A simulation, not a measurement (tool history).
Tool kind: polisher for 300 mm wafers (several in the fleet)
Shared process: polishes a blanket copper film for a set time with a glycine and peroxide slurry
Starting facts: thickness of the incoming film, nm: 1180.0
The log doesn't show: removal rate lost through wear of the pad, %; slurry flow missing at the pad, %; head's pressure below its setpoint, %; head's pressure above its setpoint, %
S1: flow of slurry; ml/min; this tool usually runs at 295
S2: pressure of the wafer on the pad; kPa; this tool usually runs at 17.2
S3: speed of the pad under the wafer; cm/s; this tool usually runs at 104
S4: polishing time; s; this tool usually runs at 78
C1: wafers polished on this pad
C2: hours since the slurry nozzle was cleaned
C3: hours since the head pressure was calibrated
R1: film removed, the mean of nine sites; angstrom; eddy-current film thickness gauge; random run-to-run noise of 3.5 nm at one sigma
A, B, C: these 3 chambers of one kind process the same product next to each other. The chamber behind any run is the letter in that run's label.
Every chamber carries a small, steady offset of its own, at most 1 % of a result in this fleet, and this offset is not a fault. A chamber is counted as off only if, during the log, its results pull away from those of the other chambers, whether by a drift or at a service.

run,day,S1,S2,S3,S4,C1,C2,C3,R1
1C,0.129,295,17.2,104,78,1093,12.3,290,4570
2A,0.288,295,17.2,104,78,703,135,702.7,4579.6
3B,0.425,295,17.2,104,78,689,45.8,455.4,4576.2
4B,0.579,295,17.2,104,78,734,49.5,459.1,4578.2
# day 0.596: chamber A: worn pad replaced by a new one
5C,0.704,295,17.2,104,78,1261,26.1,303.8,4568.1
6A,0.804,295,17.2,104,78,61,147.4,715.1,4603.1
7A,0.975,295,17.2,104,78,111,151.5,719.2,4552
# day 1.117: chamber C: worn pad replaced by a new one
8C,1.196,295,17.2,104,78,24,37.9,315.6,4579.3
9B,1.338,295,17.2,104,78,955,67.7,477.3,4592.9
10B,1.492,230,17.2,80,78,1000,71.4,481,3646.2
# day 1.688: chamber A: head pressure recalibrated
11A,1.7,230,17.2,80,78,322,168.9,0.4,3351.3
12C,1.829,230,17.2,80,78,208,53.1,330.8,3630.2
13A,1.975,295,17.2,104,78,402,175.5,7,4201.4
# day 2.108: chamber B: worn pad replaced by a new one
14B,2.129,295,17.2,104,78,6,86.7,496.3,4607.3
15C,2.321,295,17.2,104,78,352,64.9,342.6,4576.3
16B,2.546,295,17.2,104,78,127,96.7,506.3,4557
17C,2.671,295,17.2,104,78,454,73.3,351,4630.3
18A,2.867,295,17.2,104,78,662,196.9,28.4,4218.4
19B,3.088,295,17.2,104,78,285,109.7,519.3,4615.4
20A,3.246,295,17.2,104,78,773,206,37.5,4224.9
21C,3.396,345,19.3,104,78,665,90.7,368.4,5163.7
# day 3.4: chamber A: worn pad replaced by a new one
22B,3.538,345,19.3,104,78,416,120.5,530.1,5103.7
23A,3.738,345,19.3,104,78,98,217.8,49.3,4693.6
24C,3.879,295,20,104,78,806,102.3,380,5227.6
25B,3.996,295,20,104,78,550,131.5,541.1,5240.6
26C,4.162,295,20,104,78,889,109.1,386.8,5176.5
# day 4.242: chamber C: head pressure recalibrated
27A,4.288,295,17.2,104,78,259,231,62.5,4166.6
28C,4.4,295,17.2,104,78,958,114.8,3.8,4682.6
29B,4.521,295,17.2,104,78,703,144.1,553.7,4562.9
30A,4.738,230,17.2,76,78,390,241.8,73.3,3229.8
31A,4.942,230,17.2,76,78,449,246.7,78.2,3222.8
32C,5.054,230,17.2,76,78,1149,130.5,19.5,3543.6
33B,5.262,295,17.2,104,78,919,161.9,571.5,4572.6
34B,5.479,295,17.2,104,78,983,167.1,576.7,4609.3
# day 5.571: chamber C: worn pad replaced by a new one
35C,5.588,295,17.2,104,78,5,143.3,32.3,4576.8

Next, all 3 chambers run the settings below, one line each with question marks for the results. What does each chamber give?
36A,5.75,295,17.2,116,78,,,,?
36B,5.75,295,17.2,116,78,,,,?
36C,5.75,295,17.2,116,78,,,,?

run,R1
36A,4612.7
36B,5023.8
36C,5015.8
